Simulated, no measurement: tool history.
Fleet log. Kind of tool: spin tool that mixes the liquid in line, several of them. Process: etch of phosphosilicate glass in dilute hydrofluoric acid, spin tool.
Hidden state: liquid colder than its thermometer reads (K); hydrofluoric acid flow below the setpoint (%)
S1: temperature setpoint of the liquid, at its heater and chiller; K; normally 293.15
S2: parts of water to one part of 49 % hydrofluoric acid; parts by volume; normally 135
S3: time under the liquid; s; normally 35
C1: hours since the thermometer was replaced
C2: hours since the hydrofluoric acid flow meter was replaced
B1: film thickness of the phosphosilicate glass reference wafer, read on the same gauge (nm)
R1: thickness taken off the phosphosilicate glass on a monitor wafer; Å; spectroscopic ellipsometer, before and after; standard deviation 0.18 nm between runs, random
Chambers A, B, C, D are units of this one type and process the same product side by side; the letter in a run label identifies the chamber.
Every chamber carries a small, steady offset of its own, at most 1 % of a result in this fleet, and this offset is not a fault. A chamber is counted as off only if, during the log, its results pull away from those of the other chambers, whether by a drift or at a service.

Run 1B, hour 6.2: usual settings; C1 351.8; C2 644.4; B1 150.01. Result: R1 241.73 Å.
Run 2D, hour 10.6: usual settings; C1 156.4; C2 11.8; B1 150.01. Result: R1 240.62 Å.
Run 3A, hour 19.1: usual settings; C1 1363.9; C2 330.9; B1 150. Result: R1 244.12 Å.
Run 4C, hour 27.8: usual settings; C1 817.3; C2 1142.2; B1 150.01. Result: R1 241.61 Å.
Run 5A, hour 34.8: usual settings; C1 1379.6; C2 346.6; B1 149.99. Result: R1 241.29 Å.
Run 6B, hour 44.9: usual settings; C1 390.5; C2 683.1; B1 149.99. Result: R1 243.21 Å.
Run 7C, hour 49.5: usual settings; C1 839; C2 1163.9; B1 150. Result: R1 241.8 Å.
Run 8D, hour 57.4: usual settings; C1 203.2; C2 58.6; B1 149.97. Result: R1 240.99 Å.
Run 9C, hour 62: usual settings but S3 25 s; C1 851.5; C2 1176.4; B1 150.03. Result: R1 173.46 Å.
Run 10D, hour 72: usual settings but S3 25 s; C1 217.8; C2 73.2; B1 149.97. Result: R1 173.35 Å.
Run 11B, hour 81.7: usual settings but S3 25 s; C1 427.3; C2 719.9; B1 149.98. Result: R1 170.99 Å.
Run 12A, hour 91.2: usual settings but S3 25 s; C1 1436; C2 403; B1 150.01. Result: R1 172.41 Å.
Run 13D, hour 97.7: usual settings; C1 243.5; C2 98.9; B1 149.98. Result: R1 242.3 Å.
Run 14B, hour 103.3: usual settings; C1 448.9; C2 741.5; B1 150. Result: R1 241.55 Å.
Run 15A, hour 110.1: usual settings; C1 1454.9; C2 421.9; B1 150.01. Result: R1 242.88 Å.
Run 16C, hour 118.6: usual settings; C1 908.1; C2 1233; B1 149.99. Result: R1 244.97 Å.
Run 17B, hour 125: usual settings; C1 470.6; C2 763.2; B1 149.99. Result: R1 239.42 Å.
At hour 131.4: chamber C: hydrofluoric acid flow meter replaced.
Run 18A, hour 133.4: usual settings; C1 1478.2; C2 445.2; B1 149.99. Result: R1 243.55 Å.
Run 19C, hour 140.4: usual settings; C1 929.9; C2 9; B1 149.98. Result: R1 245.84 Å.
Run 20D, hour 144.8: usual settings; C1 290.6; C2 146; B1 150.01. Result: R1 239.91 Å.
Run 21D, hour 151.2: usual settings; C1 297; C2 152.4; B1 150.02. Result: R1 240.36 Å.
Run 22A, hour 160: usual settings; C1 1504.8; C2 471.8; B1 150. Result: R1 242.76 Å.
Run 23C, hour 166.7: usual settings; C1 956.2; C2 35.3; B1 150.01. Result: R1 243.8 Å.
Run 24B, hour 175.8: usual settings but S3 25 s; C1 521.4; C2 814; B1 149.99. Result: R1 166.24 Å.
Run 25A, hour 185.2: usual settings but S3 25 s; C1 1530; C2 497; B1 149.99. Result: R1 173.6 Å.
Run 26C, hour 190.1: usual settings but S3 25 s; C1 979.6; C2 58.7; B1 150. Result: R1 174.3 Å.
Run 27D, hour 196.2: usual settings but S3 25 s; C1 342; C2 197.4; B1 150.01. Result: R1 170.31 Å.
Run 28B, hour 200.7: usual settings; C1 546.3; C2 838.9; B1 150. Result: R1 234.65 Å.
Run 29B, hour 206: usual settings; C1 551.6; C2 844.2; B1 149.99. Result: R1 233.1 Å.
Run 30A, hour 215.4: usual settings but S1 290.15 K, S2 80 parts by volume; C1 1560.2; C2 527.2; B1 150.01. Result: R1 381.46 Å.
Run 31C, hour 221: usual settings but S1 290.15 K, S2 80 parts by volume; C1 1010.5; C2 89.6; B1 150.01. Result: R1 383.63 Å.

Is one chamber out of step, is the gauge drifting, or do the chambers differ by no more than their own small offsets? For an off chamber, give its letter and the likeliest cause.

One chamber, B, drifts off from the rest bit by bit.
Cause: liquid colder than its thermometer reads (K) = 1.05.
The log may not tell that from: hydrofluoric acid flow below the setpoint (%).

Here are 4 candidates for chamber B's next run, each the usual settings with a change, their results left as question marks. Which one brings its results back in line with what the others give on the usual settings?
Counts as in line when no further than this from what the other chambers average on the usual settings: R1 6.2 Å
Run 32B-1, hour 228.3: usual settings but S2 140 parts by volume. Result: R1 ?.
Run 32B-2, hour 228.3: usual settings but S2 130 parts by volume. Result: R1 ?.
Run 32B-3, hour 228.3: usual settings but S1 295.15 K. Result: R1 ?.
Run 32B-4, hour 228.3: usual settings but S2 145 parts by volume. Result: R1 ?.

The mean the other chambers reach with the usual settings: R1 241.79 Å
  run      R1
32B-1  222.08
32B-2  241.97
32B-3  251.23
32B-4   213.2
32B-2 is the one that brings the chamber's results back in line with the other chambers.

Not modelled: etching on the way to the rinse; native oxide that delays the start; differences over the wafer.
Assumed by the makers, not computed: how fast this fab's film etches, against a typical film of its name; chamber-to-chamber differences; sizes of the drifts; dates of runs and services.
